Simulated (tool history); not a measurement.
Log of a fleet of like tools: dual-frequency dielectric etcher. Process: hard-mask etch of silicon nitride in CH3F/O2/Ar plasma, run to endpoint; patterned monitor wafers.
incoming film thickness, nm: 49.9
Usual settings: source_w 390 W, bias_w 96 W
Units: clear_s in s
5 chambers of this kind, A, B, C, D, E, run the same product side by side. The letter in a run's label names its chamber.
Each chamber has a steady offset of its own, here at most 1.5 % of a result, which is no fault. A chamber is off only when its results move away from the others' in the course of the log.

run	day	source_w	bias_w	clear_s
1E	0.217	390	96	65.386
2A	0.512	390	96	65.218
3B	0.8	390	96	66.118
4C	0.962	390	96	64.744
5D	1.229	390	96	66.151
6E	1.408	390	96	64.921
7C	1.571	390	96	64.919
8B	1.908	430	117	59.621
9D	2.146	430	117	58.964
10A	2.483	430	117	58.173
11C	2.783	430	117	58.753
12E	3.121	430	117	58.559
# day 3.125: chamber D: wet clean of the chamber
13A	3.275	390	96	65.519
14B	3.596	390	96	65.729
15D	3.912	390	96	66.58
16B	4.225	390	96	65.86
17A	4.421	390	111	61.789
18E	4.75	390	111	61.794
19C	5.062	390	111	61.934
20D	5.388	390	111	62.808
21E	5.725	390	111	61.831
22D	5.904	350	76	75.239
23A	6.15	350	76	73.788
24C	6.392	350	76	73.987
25B	6.667	350	76	76.489
26C	6.85	350	76	74.358
27D	7.133	390	96	66.193
28B	7.362	320	96	72.691
29A	7.6	320	96	70.26
30E	7.779	320	96	70.14
31D	7.996	320	96	70.959
32C	8.279	320	96	69.522
33B	8.604	390	96	68.184
34E	8.921	390	96	64.799
35A	9.092	390	96	65.234
36D	9.258	300	116	67.791
37A	9.483	300	116	67.061
38E	9.654	300	116	66.799
39C	9.879	300	116	66.533
40B	10.05	300	116	70.66

Is one chamber off against the others, does the gauge drift, or is nothing wrong? If a chamber is off, say which, and what the likeliest cause is.

Chamber B drifts away from the others.
Cause: etch rate under this chamber's usual, % = 4.14.

Here are 4 candidates for chamber B's next run, each the usual settings with a change, their results left as question marks. Which one brings its results back in line with what the others give on the usual settings?
In line means no further than this from the other chambers' mean on the usual settings: clear_s 1 s
41B-1	10.296	450	96	?
41B-2	10.296	450	109	?
41B-3	10.296	390	82	?
41B-4	10.296	300	96	?

The other chambers' mean on the usual settings: clear_s 65.394 s
run	clear_s
41B-1	65.77
41B-2	62.761
41B-3	73.404
41B-4	76.29
41B-1 brings the chamber back in line.
